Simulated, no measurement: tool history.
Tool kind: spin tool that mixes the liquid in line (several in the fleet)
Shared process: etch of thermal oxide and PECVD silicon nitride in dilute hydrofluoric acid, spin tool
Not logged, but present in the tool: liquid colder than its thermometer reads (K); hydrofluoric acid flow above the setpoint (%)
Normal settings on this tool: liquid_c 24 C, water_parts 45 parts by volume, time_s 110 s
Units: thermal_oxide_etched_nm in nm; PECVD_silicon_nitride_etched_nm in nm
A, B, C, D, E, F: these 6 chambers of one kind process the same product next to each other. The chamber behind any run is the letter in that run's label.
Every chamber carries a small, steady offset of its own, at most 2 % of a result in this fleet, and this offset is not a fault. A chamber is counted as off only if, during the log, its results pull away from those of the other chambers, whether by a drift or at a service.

run,hour,liquid_c,water_parts,time_s,hours since the thermometer was replaced,hours since the hydrofluoric acid flow meter was replaced,"read-back film thickness of the thermal oxide reference wafer, read on the same gauge (nm)","read-back film thickness of the PECVD silicon nitride reference wafer, read on the same gauge (nm)",thermal_oxide_etched_nm,PECVD_silicon_nitride_etched_nm
1F,4.6,24,45,110,249.2,1349.5,60.012,120.02,12.409,6.7618
2B,8.7,24,45,110,1721.5,708.6,60.025,119.99,12.473,6.5723
3E,14.6,24,45,110,720.2,395.1,59.989,120,12.572,6.7561
4D,18,24,45,110,1459.5,102.7,60.036,120,12.551,6.7815
5A,21.8,24,45,110,197.7,95.2,60.02,120.02,12.395,6.7425
6C,27.2,24,45,110,206.8,1978.4,60.002,120.02,12.636,6.7656
7E,33.1,24,45,110,738.7,413.6,60.03,120.01,12.584,6.762
8C,39,24,45,110,218.6,1990.2,60.011,120,12.711,6.7681
9D,41.8,24,45,110,1483.3,126.5,60.006,119.98,12.502,6.7925
10A,47.4,24,45,110,223.3,120.8,60.001,120,12.38,6.842
11F,51.4,24,45,110,296,1396.3,60.045,120,12.435,6.7015
12B,57.4,24,45,110,1770.2,757.3,59.99,120.02,12.346,6.595
13C,62.6,24,45,110,242.2,2013.8,60.004,120.01,12.632,6.7093
14B,67.5,24,45,110,1780.3,767.4,60.009,120.01,12.427,6.5767
15D,72.8,24,45,110,1514.3,157.5,59.973,119.98,12.55,6.6248
16E,77.4,24,45,110,783,457.9,60.043,120,12.504,6.738
17A,83.4,24,45,110,259.3,156.8,59.998,120.01,12.479,6.8058
18F,89.2,24,45,110,333.8,1434.1,60.033,120.02,12.58,6.6925
19E,93.9,24,45,110,799.5,474.4,60.01,120,12.427,6.7181
# hour 98.1: chamber E: thermometer replaced
20B,99.5,24,45,110,1812.3,799.4,60.002,119.98,12.416,6.6123
21C,103.3,24,45,110,282.9,2054.5,59.95,120.02,12.584,6.7654
22A,107.8,24,45,110,283.7,181.2,60.028,120.01,12.331,6.7772
23D,111.2,24,45,110,1552.7,195.9,60.012,120,12.54,6.6764
24F,117.5,24,45,110,362.1,1462.4,60.002,120,12.422,6.7291
25D,122.3,24,45,110,1563.8,207,60.029,120.02,12.482,6.6928
26C,126,24,45,110,305.6,2077.2,60.014,120.02,12.675,6.7685
27F,129.9,24,45,110,374.5,1474.8,59.989,119.99,12.486,6.7127
# hour 133.3: chamber E: hydrofluoric acid flow meter replaced
28A,135.6,24,45,110,311.5,209,60.021,119.98,12.316,6.7948
29B,139.6,24,45,110,1852.4,839.5,60.022,120.01,12.343,6.621
30E,145.5,24,45,110,47.5,12.2,59.987,120,12.416,6.721
# hour 148.2: chamber B: thermometer replaced
31D,151.7,24,45,110,1593.2,236.4,60.03,120.01,12.48,6.7151
32F,154.7,24,45,110,399.3,1499.6,59.971,120.01,12.396,6.7318
33B,159.4,24,45,110,11.3,859.3,59.983,119.98,12.442,6.6425
34A,162.3,24,45,110,338.2,235.7,60.023,120.01,12.432,6.7744
35E,167.2,24,45,110,69.2,33.9,59.98,119.98,12.529,6.7392
36C,171.7,24,45,110,351.3,2122.9,60.027,120,12.691,6.756
37F,175.2,24,45,110,419.8,1520.1,59.985,119.99,12.53,6.6897
38D,178.5,24,45,110,1620,263.2,59.962,120.01,12.534,6.6699
39C,184.5,24,45,110,364.1,2135.7,60,119.99,12.603,6.7801
40E,188.2,24,45,110,90.2,54.9,59.963,120.02,12.429,6.7047

The same settings go to every chamber for the next run, one line per chamber below. Forecast the results for each:
41A,192.9,24,45,110,,,,,?,?
41B,192.9,24,45,110,,,,,?,?
41C,192.9,24,45,110,,,,,?,?
41D,192.9,24,45,110,,,,,?,?
41E,192.9,24,45,110,,,,,?,?
41F,192.9,24,45,110,,,,,?,?

run,thermal_oxide_etched_nm,PECVD_silicon_nitride_etched_nm
41A,12.336,6.7856
41B,12.385,6.6263
41C,12.623,6.7906
41D,12.483,6.7008
41E,12.486,6.7121
41F,12.4,6.7126

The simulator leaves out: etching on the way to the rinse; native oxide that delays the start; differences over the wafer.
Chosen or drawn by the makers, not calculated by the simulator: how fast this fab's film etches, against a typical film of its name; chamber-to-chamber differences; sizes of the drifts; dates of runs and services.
